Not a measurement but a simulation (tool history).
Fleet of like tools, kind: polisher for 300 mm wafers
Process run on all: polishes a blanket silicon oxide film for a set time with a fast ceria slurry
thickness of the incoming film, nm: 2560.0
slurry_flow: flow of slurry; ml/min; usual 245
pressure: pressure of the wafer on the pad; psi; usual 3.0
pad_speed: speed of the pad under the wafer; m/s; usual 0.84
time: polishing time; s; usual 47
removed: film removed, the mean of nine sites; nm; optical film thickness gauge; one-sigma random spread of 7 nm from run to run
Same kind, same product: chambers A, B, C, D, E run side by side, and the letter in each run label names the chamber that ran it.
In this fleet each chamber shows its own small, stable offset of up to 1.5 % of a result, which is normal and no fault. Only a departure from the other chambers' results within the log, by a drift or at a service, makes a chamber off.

run	hour	slurry_flow	pressure	pad_speed	time	wafers polished on this pad	hours since the slurry nozzle was cleaned	hours since the head pressure was calibrated	removed
# hour 8.1: chamber B: worn pad replaced by a new one
1A	14.7	245	3.0	0.84	47	641	267.8	327.6	639.32
2E	22.2	245	3.0	0.84	47	852	262.2	1051.6	623.11
# hour 25.9: chamber C: head pressure recalibrated
3C	32.7	245	3.0	0.84	47	554	124.7	6.9	634.20
4B	40.2	245	3.0	0.84	47	363	156.5	245.8	617.30
# hour 42.2: chamber E: worn pad replaced by a new one
5D	53.6	245	3.0	0.84	47	623	320.7	507.1	625.08
6E	62.2	245	3.0	0.84	47	227	302.2	1091.6	632.93
7A	70.6	245	3.0	0.84	47	1273	323.7	383.5	632.93
# hour 81.8: chamber C: worn pad replaced by a new one
8D	83.0	245	3.0	0.84	47	955	350.1	536.5	621.78
# hour 84.2: chamber B: head pressure recalibrated
# hour 85.5: chamber D: worn pad replaced by a new one
# hour 86.7: chamber E: slurry nozzle cleaned
9C	90.1	245	3.0	0.84	47	94	182.1	64.3	625.50
10B	102.3	245	3.0	0.84	47	1065	218.6	18.2	614.60
11B	113.8	245	3.0	0.84	47	1195	230.1	29.7	626.77
# hour 116.3: chamber B: worn pad replaced by a new one
# hour 121.2: chamber E: worn pad replaced by a new one
12C	127.5	245	3.0	0.84	47	517	219.5	101.7	624.14
# hour 129.8: chamber E: head pressure recalibrated
13D	141.4	245	3.0	0.84	47	632	408.5	594.9	630.16
14A	150.7	245	3.0	0.84	47	2178	403.8	463.6	609.70
# hour 159.6: chamber C: slurry nozzle cleaned
15E	160.4	245	3.0	0.84	47	443	73.8	30.6	622.85
# hour 168.9: chamber C: worn pad replaced by a new one
16E	170.6	245	3.0	0.84	47	558	84.0	40.8	625.63
# hour 171.6: chamber D: worn pad replaced by a new one
17A	177.8	245	3.0	0.84	47	2485	430.9	490.7	603.95
18B	189.2	245	3.0	0.84	47	824	305.5	105.1	629.72
19D	197.4	245	3.0	0.84	47	292	464.5	650.9	618.28
# hour 201.4: chamber E: worn pad replaced by a new one
20C	211.7	245	3.0	0.84	47	484	52.2	185.9	619.60
21B	222.7	245	3.0	0.84	47	1202	339.0	138.6	623.44
22C	232.1	245	3.0	0.84	47	715	72.6	206.3	637.87
23A	240.2	245	3.0	0.84	47	3190	493.3	553.1	603.49
# hour 249.4: chamber B: worn pad replaced by a new one
24D	254.1	245	3.0	0.84	47	933	521.2	707.6	623.23
# hour 254.3: chamber D: head pressure recalibrated
25E	264.3	245	3.0	0.84	47	711	177.7	134.5	631.09
# hour 268.5: chamber C: worn pad replaced by a new one
# hour 275.7: chamber D: worn pad replaced by a new one
26D	279.6	245	3.0	0.84	47	44	546.7	25.4	622.24
27B	290.9	245	3.0	0.84	47	470	407.2	206.8	627.54
# hour 292.0: chamber E: worn pad replaced by a new one
# hour 299.2: chamber B: slurry nozzle cleaned
28A	303.2	245	3.0	0.84	47	3902	556.3	616.1	588.88
29C	315.7	245	3.0	0.62	47	533	156.2	289.9	471.71
30E	328.1	245	3.0	0.62	47	408	241.5	198.3	467.12
31A	340.7	245	3.0	0.62	47	4326	593.8	653.6	431.33
32B	352.6	245	3.0	0.62	47	1167	53.4	268.5	466.49
# hour 361.5: chamber C: worn pad replaced by a new one
# hour 361.8: chamber D: worn pad replaced by a new one
33D	366.3	245	3.0	0.62	47	51	633.4	112.1	459.63
# hour 367.5: chamber C: slurry nozzle cleaned
34E	378.0	245	3.0	0.84	47	972	291.4	248.2	622.78
# hour 385.8: chamber E: worn pad replaced by a new one
# hour 388.4: chamber B: worn pad replaced by a new one
35C	391.6	285	3.3	0.84	47	340	24.1	365.8	702.76
# hour 398.0: chamber A: slurry nozzle cleaned
36E	399.7	285	3.3	0.84	47	157	313.1	269.9	715.43
# hour 407.0: chamber B: head pressure recalibrated
37A	407.0	285	3.3	0.84	47	5075	9.0	719.9	658.50
38B	414.1	285	3.3	0.84	47	291	114.9	7.2	699.77
39D	429.1	285	3.3	0.84	47	760	696.2	174.9	693.43
40C	436.1	245	3.0	0.84	47	843	68.6	410.3	622.11
# hour 438.5: chamber E: slurry nozzle cleaned
41E	451.5	245	3.0	0.64	53	742	13.0	321.7	542.23
# hour 453.1: chamber C: worn pad replaced by a new one
42C	464.4	245	3.0	0.64	53	128	96.9	438.6	527.78

Has any chamber moved away from the others, gradually or after a service, or does the common gauge drift, or do the chambers differ only by their own small steady offsets? State the chamber and the most likely cause if one applies.

It is chamber A that slowly wanders off from its peers.
Likeliest cause: removal rate lost through wear of the pad, % = 8.08.
From this log alone, it may not be told apart from: head's pressure below its setpoint, %.

Here are 4 candidates for chamber A's next run, each the usual settings with a change, their results left as question marks. Which one brings its results back in line with what the others give on the usual settings?
To be in line, a result may differ from the other chambers' mean on the usual settings by at most: removed 25.00 nm
43A-1	475.5	245	3.0	0.88	49				?
43A-2	475.5	245	2.9	0.84	45				?
43A-3	475.5	245	2.8	0.80	45				?
43A-4	475.5	245	3.0	0.92	51				?

Usual-settings mean across the other chambers: removed 624.35 nm
run	removed
43A-1	635.31
43A-2	537.94
43A-3	494.23
43A-4	691.64
43A-1 brings the chamber back in line.
